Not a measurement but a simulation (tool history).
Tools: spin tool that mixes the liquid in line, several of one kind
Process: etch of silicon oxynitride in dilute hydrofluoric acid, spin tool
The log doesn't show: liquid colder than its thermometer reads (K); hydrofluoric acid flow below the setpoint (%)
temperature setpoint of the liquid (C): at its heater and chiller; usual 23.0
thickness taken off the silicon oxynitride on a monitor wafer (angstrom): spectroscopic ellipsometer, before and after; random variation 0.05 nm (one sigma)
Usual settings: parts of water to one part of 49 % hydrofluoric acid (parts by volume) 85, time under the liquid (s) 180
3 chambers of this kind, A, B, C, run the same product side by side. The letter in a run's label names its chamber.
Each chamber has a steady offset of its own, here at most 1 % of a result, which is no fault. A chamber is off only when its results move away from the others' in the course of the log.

run,hour,temperature setpoint of the liquid (C),parts of water to one part of 49 % hydrofluoric acid (parts by volume),time under the liquid (s),hours since the thermometer was replaced,hours since the hydrofluoric acid flow meter was replaced,"read-back film thickness of the silicon oxynitride reference wafer, read on the same gauge (nm)",thickness taken off the silicon oxynitride on a monitor wafer (angstrom)
1A,5.2,23.0,85,180,1242.3,125.1,50.014,83.566
2C,10.9,23.0,85,180,1273.6,1095.1,49.989,84.028
3B,14.8,23.0,85,180,991.0,1053.9,49.986,82.923
4C,17.4,23.0,85,180,1280.1,1101.6,50.035,83.074
5B,20.7,23.0,85,180,996.9,1059.8,49.985,83.709
# hour 20.8: chamber B: thermometer replaced
6A,23.9,23.0,85,180,1261.0,143.8,49.968,83.276
7C,28.2,23.0,85,180,1290.9,1112.4,50.001,83.060
8B,32.0,23.0,85,180,11.3,1071.1,49.993,82.095
9A,37.7,18.0,85,120,1274.8,157.6,50.025,43.390
10B,41.5,18.0,85,120,20.8,1080.6,49.986,43.674
11C,47.3,18.0,85,120,1310.0,1131.5,50.003,42.963
12A,53.1,23.0,85,180,1290.2,173.0,50.008,81.849
13A,56.8,23.0,85,180,1293.9,176.7,49.968,83.327
14C,59.9,23.0,85,180,1322.6,1144.1,49.987,81.977
15B,63.3,23.0,85,180,42.6,1102.4,49.982,83.064
16C,67.3,23.0,85,180,1330.0,1151.5,50.009,82.227
17A,73.1,23.0,85,180,1310.2,193.0,49.994,82.991
18B,78.1,23.0,85,180,57.4,1117.2,49.993,83.181
19A,80.7,23.0,85,180,1317.8,200.6,49.997,82.724
20C,85.9,23.0,85,180,1348.6,1170.1,50.024,80.558
21B,89.6,23.0,85,180,68.9,1128.7,50.001,83.331
22C,92.9,23.0,85,180,1355.6,1177.1,50.000,80.563
23B,97.3,23.0,85,180,76.6,1136.4,49.989,83.942
24A,102.3,23.0,85,180,1339.4,222.2,49.989,82.808
25C,105.0,23.0,85,180,1367.7,1189.2,49.999,79.896
26A,108.3,23.0,85,85,1345.4,228.2,49.984,39.065
27B,113.7,23.0,85,85,93.0,1152.8,50.019,39.355
28B,116.3,23.0,85,85,95.6,1155.4,50.001,39.612
29C,119.1,23.0,85,180,1381.8,1203.3,50.024,80.532
30A,124.4,23.0,85,180,1361.5,244.3,49.974,84.038
31B,128.0,23.0,85,180,107.3,1167.1,49.982,82.982
32C,133.1,23.0,85,180,1395.8,1217.3,49.977,79.766
33A,136.0,18.5,85,235,1373.1,255.9,50.014,87.172
34C,141.1,18.5,85,235,1403.8,1225.3,50.000,83.122
35B,145.5,18.5,85,235,124.8,1184.6,50.002,87.053
36A,149.6,23.0,85,180,1386.7,269.5,50.009,81.907
37C,154.4,23.0,85,120,1417.1,1238.6,49.990,52.999
38A,158.3,23.0,85,120,1395.4,278.2,50.011,55.047

All 3 chambers run these settings next. Forecast each chamber's results:
39A,162.6,24.5,85,180,,,,?
39B,162.6,24.5,85,180,,,,?
39C,162.6,24.5,85,180,,,,?

run,thickness taken off the silicon oxynitride on a monitor wafer (angstrom)
39A,89.237
39B,89.159
39C,83.904
